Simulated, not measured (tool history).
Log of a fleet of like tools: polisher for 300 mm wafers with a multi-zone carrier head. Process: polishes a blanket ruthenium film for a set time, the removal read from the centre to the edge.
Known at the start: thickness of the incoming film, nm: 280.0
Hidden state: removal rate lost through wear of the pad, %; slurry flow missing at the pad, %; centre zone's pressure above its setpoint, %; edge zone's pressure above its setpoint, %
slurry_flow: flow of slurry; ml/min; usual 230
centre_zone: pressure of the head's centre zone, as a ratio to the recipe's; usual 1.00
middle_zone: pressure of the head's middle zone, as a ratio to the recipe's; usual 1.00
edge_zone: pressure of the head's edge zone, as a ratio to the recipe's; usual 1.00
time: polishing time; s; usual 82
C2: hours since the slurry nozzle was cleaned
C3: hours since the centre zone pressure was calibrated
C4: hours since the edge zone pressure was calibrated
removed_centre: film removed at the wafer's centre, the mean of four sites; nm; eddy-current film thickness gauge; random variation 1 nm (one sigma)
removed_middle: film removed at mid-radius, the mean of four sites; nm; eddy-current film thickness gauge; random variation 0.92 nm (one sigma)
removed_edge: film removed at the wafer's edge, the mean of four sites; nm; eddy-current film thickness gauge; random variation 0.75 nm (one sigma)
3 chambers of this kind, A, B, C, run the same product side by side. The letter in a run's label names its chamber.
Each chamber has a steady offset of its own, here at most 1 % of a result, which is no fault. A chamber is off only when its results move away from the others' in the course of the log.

-- hour=0.7 chamber B: slurry nozzle cleaned
run 1C hour=10.4 | slurry_flow=230 centre_zone=1.00 middle_zone=1.00 edge_zone=1.00 time=82 | wafers_polished_on_this_pad=279 C2=120.0 C3=322.2 C4=611.1 | removed_centre=72.066 removed_middle=71.945 removed_edge=69.343
-- hour=13.2 chamber A: worn pad replaced by a new one
run 2B hour=16.9 | slurry_flow=230 centre_zone=1.00 middle_zone=1.00 edge_zone=1.00 time=82 | wafers_polished_on_this_pad=119 C2=16.3 C3=223.0 C4=217.9 | removed_centre=70.243 removed_middle=73.299 removed_edge=70.210
run 3A hour=22.9 | slurry_flow=230 centre_zone=1.00 middle_zone=1.00 edge_zone=1.00 time=82 | wafers_polished_on_this_pad=61 C2=462.0 C3=248.2 C4=1182.6 | removed_centre=71.726 removed_middle=70.097 removed_edge=70.777
run 4A hour=29.5 | slurry_flow=230 centre_zone=1.00 middle_zone=1.00 edge_zone=1.00 time=82 | wafers_polished_on_this_pad=103 C2=468.6 C3=254.8 C4=1189.2 | removed_centre=72.048 removed_middle=70.540 removed_edge=69.719
run 5C hour=36.2 | slurry_flow=230 centre_zone=1.00 middle_zone=1.00 edge_zone=1.00 time=82 | wafers_polished_on_this_pad=443 C2=145.8 C3=348.0 C4=636.9 | removed_centre=70.716 removed_middle=72.040 removed_edge=72.539
run 6B hour=43.0 | slurry_flow=230 centre_zone=1.00 middle_zone=1.00 edge_zone=1.00 time=82 | wafers_polished_on_this_pad=284 C2=42.4 C3=249.1 C4=244.0 | removed_centre=70.633 removed_middle=70.795 removed_edge=71.990
run 7A hour=51.9 | slurry_flow=230 centre_zone=1.00 middle_zone=1.00 edge_zone=1.00 time=82 | wafers_polished_on_this_pad=245 C2=491.0 C3=277.2 C4=1211.6 | removed_centre=70.627 removed_middle=72.644 removed_edge=71.009
run 8B hour=57.2 | slurry_flow=230 centre_zone=1.00 middle_zone=1.00 edge_zone=1.00 time=108 | wafers_polished_on_this_pad=374 C2=56.6 C3=263.3 C4=258.2 | removed_centre=92.441 removed_middle=94.656 removed_edge=93.958
run 9C hour=65.5 | slurry_flow=230 centre_zone=1.00 middle_zone=1.00 edge_zone=1.00 time=108 | wafers_polished_on_this_pad=628 C2=175.1 C3=377.3 C4=666.2 | removed_centre=93.557 removed_middle=93.624 removed_edge=93.540
run 10B hour=75.4 | slurry_flow=230 centre_zone=1.00 middle_zone=1.00 edge_zone=1.00 time=108 | wafers_polished_on_this_pad=490 C2=74.8 C3=281.5 C4=276.4 | removed_centre=92.901 removed_middle=90.889 removed_edge=94.360
run 11C hour=80.3 | slurry_flow=230 centre_zone=1.00 middle_zone=1.00 edge_zone=1.00 time=82 | wafers_polished_on_this_pad=722 C2=189.9 C3=392.1 C4=681.0 | removed_centre=70.978 removed_middle=70.153 removed_edge=71.597
run 12A hour=86.3 | slurry_flow=230 centre_zone=1.00 middle_zone=1.00 edge_zone=1.00 time=82 | wafers_polished_on_this_pad=463 C2=525.4 C3=311.6 C4=1246.0 | removed_centre=70.079 removed_middle=70.118 removed_edge=71.548
run 13C hour=91.4 | slurry_flow=230 centre_zone=1.00 middle_zone=1.00 edge_zone=1.00 time=82 | wafers_polished_on_this_pad=793 C2=201.0 C3=403.2 C4=692.1 | removed_centre=72.395 removed_middle=71.814 removed_edge=70.294
-- hour=91.9 chamber B: worn pad replaced by a new one
run 14B hour=99.8 | slurry_flow=230 centre_zone=1.00 middle_zone=1.00 edge_zone=1.00 time=82 | wafers_polished_on_this_pad=50 C2=99.2 C3=305.9 C4=300.8 | removed_centre=71.598 removed_middle=71.714 removed_edge=70.089
run 15A hour=105.3 | slurry_flow=230 centre_zone=1.00 middle_zone=1.00 edge_zone=1.00 time=82 | wafers_polished_on_this_pad=584 C2=544.4 C3=330.6 C4=1265.0 | removed_centre=72.355 removed_middle=70.604 removed_edge=69.817
run 16A hour=113.5 | slurry_flow=230 centre_zone=1.00 middle_zone=1.00 edge_zone=1.00 time=82 | wafers_polished_on_this_pad=636 C2=552.6 C3=338.8 C4=1273.2 | removed_centre=71.383 removed_middle=70.524 removed_edge=70.687
run 17C hour=119.9 | slurry_flow=230 centre_zone=1.00 middle_zone=1.00 edge_zone=1.00 time=82 | wafers_polished_on_this_pad=973 C2=229.5 C3=431.7 C4=720.6 | removed_centre=72.024 removed_middle=72.649 removed_edge=71.701
run 18B hour=125.4 | slurry_flow=230 centre_zone=1.00 middle_zone=1.00 edge_zone=1.00 time=82 | wafers_polished_on_this_pad=212 C2=124.8 C3=331.5 C4=326.4 | removed_centre=70.969 removed_middle=71.465 removed_edge=69.971
run 19C hour=133.9 | slurry_flow=230 centre_zone=1.00 middle_zone=1.00 edge_zone=1.00 time=82 | wafers_polished_on_this_pad=1062 C2=243.5 C3=445.7 C4=734.6 | removed_centre=72.336 removed_middle=71.675 removed_edge=72.303
run 20B hour=142.3 | slurry_flow=195 centre_zone=1.00 middle_zone=1.00 edge_zone=1.07 time=82 | wafers_polished_on_this_pad=319 C2=141.7 C3=348.4 C4=343.3 | removed_centre=68.555 removed_middle=70.765 removed_edge=72.748
-- hour=142.7 chamber C: worn pad replaced by a new one
run 21A hour=150.2 | slurry_flow=195 centre_zone=1.00 middle_zone=1.00 edge_zone=1.07 time=82 | wafers_polished_on_this_pad=868 C2=589.3 C3=375.5 C4=1309.9 | removed_centre=70.734 removed_middle=69.753 removed_edge=72.971
-- hour=153.3 chamber A: worn pad replaced by a new one
run 22B hour=160.3 | slurry_flow=195 centre_zone=1.00 middle_zone=1.00 edge_zone=1.07 time=82 | wafers_polished_on_this_pad=434 C2=159.7 C3=366.4 C4=361.3 | removed_centre=69.887 removed_middle=70.439 removed_edge=72.987
run 23C hour=169.8 | slurry_flow=230 centre_zone=1.00 middle_zone=0.92 edge_zone=1.09 time=82 | wafers_polished_on_this_pad=172 C2=279.4 C3=481.6 C4=770.5 | removed_centre=71.988 removed_middle=68.246 removed_edge=72.874
run 24A hour=180.4 | slurry_flow=230 centre_zone=1.00 middle_zone=0.92 edge_zone=1.09 time=82 | wafers_polished_on_this_pad=172 C2=619.5 C3=405.7 C4=1340.1 | removed_centre=70.681 removed_middle=65.966 removed_edge=73.268
-- hour=180.5 chamber B: worn pad replaced by a new one
run 25B hour=190.8 | slurry_flow=230 centre_zone=1.00 middle_zone=0.92 edge_zone=1.09 time=82 | wafers_polished_on_this_pad=65 C2=190.2 C3=396.9 C4=391.8 | removed_centre=70.035 removed_middle=65.806 removed_edge=74.438
run 26A hour=199.4 | slurry_flow=230 centre_zone=1.00 middle_zone=1.00 edge_zone=1.00 time=82 | wafers_polished_on_this_pad=292 C2=638.5 C3=424.7 C4=1359.1 | removed_centre=69.173 removed_middle=70.818 removed_edge=70.306
run 27C hour=206.6 | slurry_flow=230 centre_zone=1.00 middle_zone=1.00 edge_zone=1.00 time=82 | wafers_polished_on_this_pad=405 C2=316.2 C3=518.4 C4=807.3 | removed_centre=71.898 removed_middle=70.089 removed_edge=71.063
run 28B hour=214.8 | slurry_flow=230 centre_zone=1.05 middle_zone=1.00 edge_zone=1.00 time=82 | wafers_polished_on_this_pad=217 C2=214.2 C3=420.9 C4=415.8 | removed_centre=73.893 removed_middle=72.517 removed_edge=71.295
-- hour=217.8 chamber B: slurry nozzle cleaned
run 29A hour=222.0 | slurry_flow=230 centre_zone=1.05 middle_zone=1.00 edge_zone=1.00 time=82 | wafers_polished_on_this_pad=436 C2=661.1 C3=447.3 C4=1381.7 | removed_centre=73.002 removed_middle=71.442 removed_edge=71.162
run 30C hour=232.3 | slurry_flow=230 centre_zone=1.05 middle_zone=1.00 edge_zone=1.00 time=82 | wafers_polished_on_this_pad=568 C2=341.9 C3=544.1 C4=833.0 | removed_centre=73.955 removed_middle=70.610 removed_edge=70.631
run 31B hour=242.1 | slurry_flow=230 centre_zone=1.00 middle_zone=1.00 edge_zone=1.05 time=82 | wafers_polished_on_this_pad=390 C2=24.3 C3=448.2 C4=443.1 | removed_centre=71.591 removed_middle=72.200 removed_edge=73.040
run 32C hour=250.7 | slurry_flow=230 centre_zone=1.00 middle_zone=1.00 edge_zone=1.05 time=82 | wafers_polished_on_this_pad=685 C2=360.3 C3=562.5 C4=851.4 | removed_centre=72.441 removed_middle=70.317 removed_edge=72.069
run 33A hour=260.0 | slurry_flow=230 centre_zone=1.00 middle_zone=1.00 edge_zone=1.05 time=82 | wafers_polished_on_this_pad=677 C2=699.1 C3=485.3 C4=1419.7 | removed_centre=69.102 removed_middle=71.651 removed_edge=73.617

What goes on in this fleet: one chamber off, a drifting gauge, or nothing beyond the chambers' own small offsets? Name the chamber and the cause, if any.

No chamber stands off beyond its own small offset, and the gauge holds steady.
